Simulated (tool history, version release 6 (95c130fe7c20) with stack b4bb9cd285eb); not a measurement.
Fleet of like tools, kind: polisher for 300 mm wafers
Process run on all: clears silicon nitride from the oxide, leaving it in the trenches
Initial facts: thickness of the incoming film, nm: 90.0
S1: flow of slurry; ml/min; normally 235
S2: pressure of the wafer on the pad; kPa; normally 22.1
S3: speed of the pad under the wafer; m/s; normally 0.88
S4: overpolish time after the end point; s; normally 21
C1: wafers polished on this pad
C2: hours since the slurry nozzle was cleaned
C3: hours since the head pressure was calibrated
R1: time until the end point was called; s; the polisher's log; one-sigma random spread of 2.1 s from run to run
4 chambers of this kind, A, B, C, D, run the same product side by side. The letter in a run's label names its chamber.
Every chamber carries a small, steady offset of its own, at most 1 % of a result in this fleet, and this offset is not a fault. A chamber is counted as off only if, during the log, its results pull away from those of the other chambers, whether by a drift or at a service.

run,hour,S1,S2,S3,S4,C1,C2,C3,R1
1B,11.2,235,22.1,0.88,21,715,588.1,437.2,114.46
2A,18.8,235,22.1,0.88,21,614,108.7,902.9,115.15
3C,27.2,235,22.1,0.88,21,1130,417.2,1353.8,116.55
4D,34.5,235,22.1,0.88,21,679,701.1,388.4,122.69
# hour 43.3: chamber B: worn pad replaced by a new one
5B,45,235,22.1,0.88,21,17,621.9,471,120.63
6C,56.9,235,22.1,0.88,21,1415,446.9,1383.5,114.86
7D,67,235,22.1,0.88,21,991,733.6,420.9,117.88
# hour 72.7: chamber D: slurry nozzle cleaned
# hour 74.5: chamber D: worn pad replaced by a new one
8A,76.7,235,22.1,0.88,21,1170,166.6,960.8,116.46
# hour 77.1: chamber C: head pressure recalibrated
# hour 80: chamber C: worn pad replaced by a new one
# hour 81.9: chamber A: worn pad replaced by a new one
9C,85.3,235,22.1,0.88,21,51,475.3,8.2,117.03
10D,90.7,235,22.1,0.88,21,156,18,444.6,114.07
11A,101,235,22.1,0.88,21,183,190.9,985.1,115.9
12B,108.7,235,22.1,0.88,21,628,685.6,534.7,114.82
# hour 108.8: chamber B: slurry nozzle cleaned
13B,118.7,235,22.1,0.88,21,724,9.9,544.7,113.79
14A,125.6,235,22.1,0.88,21,419,215.5,1009.7,114.85
15D,131.2,235,22.1,0.88,21,545,58.5,485.1,118.31
# hour 132.7: chamber C: slurry nozzle cleaned
16C,136.9,235,22.1,0.88,21,546,4.3,59.8,116.27
# hour 140.3: chamber B: head pressure recalibrated
17D,146.6,235,22.1,0.88,21,693,73.9,500.5,118.75
18C,157.7,235,22.1,0.88,21,746,25.1,80.6,119.42
# hour 163.4: chamber B: worn pad replaced by a new one
19A,167.3,235,25.5,0.88,21,820,257.2,1051.4,101.26
20B,176.3,235,25.5,0.88,21,124,67.5,36.1,104.26
21A,188.3,235,25.5,0.88,21,1021,278.2,1072.4,101.28
# hour 196.6: chamber D: worn pad replaced by a new one
22C,197,235,25.5,0.88,21,1123,64.4,119.9,100.59
23B,204.3,235,22.1,0.88,21,393,95.5,64.1,120.16
24D,211,235,22.1,0.88,21,138,138.3,564.9,116.85
# hour 212.3: chamber A: worn pad replaced by a new one
25B,219.6,235,22.1,0.88,21,540,110.8,79.4,118.78
26A,225.4,235,22.1,0.88,21,126,315.3,1109.5,116.1
27C,236.2,235,22.1,0.88,27,1499,103.6,159.1,120.65
# hour 241.5: chamber C: worn pad replaced by a new one
# hour 247.8: chamber A: slurry nozzle cleaned
28D,247.9,235,22.1,0.88,27,492,175.2,601.8,116.54
29C,255.6,235,22.1,0.88,27,135,123,178.5,117.38
30B,264.2,235,22.1,0.88,27,968,155.4,124,119.91
# hour 273.1: chamber B: worn pad replaced by a new one
31A,275.1,235,22.1,0.88,21,603,27.4,1159.2,115.2
32D,282.6,235,29.6,0.88,21,825,209.9,636.5,87.274
33D,288.9,235,29.6,0.88,21,886,216.2,642.8,85.482
34B,298.8,235,29.6,0.88,21,247,190,158.6,87.842
35A,304.1,235,29.6,0.88,21,881,56.4,1188.2,86.602
36C,314.6,235,22.1,0.88,21,702,182,237.5,114.08
37D,325.8,235,22.1,0.88,21,1240,253.1,679.7,116.76
# hour 334.3: chamber A: worn pad replaced by a new one
38C,335.4,235,22.1,0.88,21,901,202.8,258.3,118.54
39A,343.6,235,22.1,0.88,21,89,95.9,1227.7,116.36
40B,355.5,235,17.2,0.88,21,791,246.7,215.3,152.22

All chambers now run identical settings, listed one chamber a line with results as question marks. What results will each chamber show?
41A,364.1,235,22.1,1.04,21,,,,?
41B,364.1,235,22.1,1.04,21,,,,?
41C,364.1,235,22.1,1.04,21,,,,?
41D,364.1,235,22.1,1.04,21,,,,?

run,R1
41A,99.218
41B,101.22
41C,99.634
41D,97.672
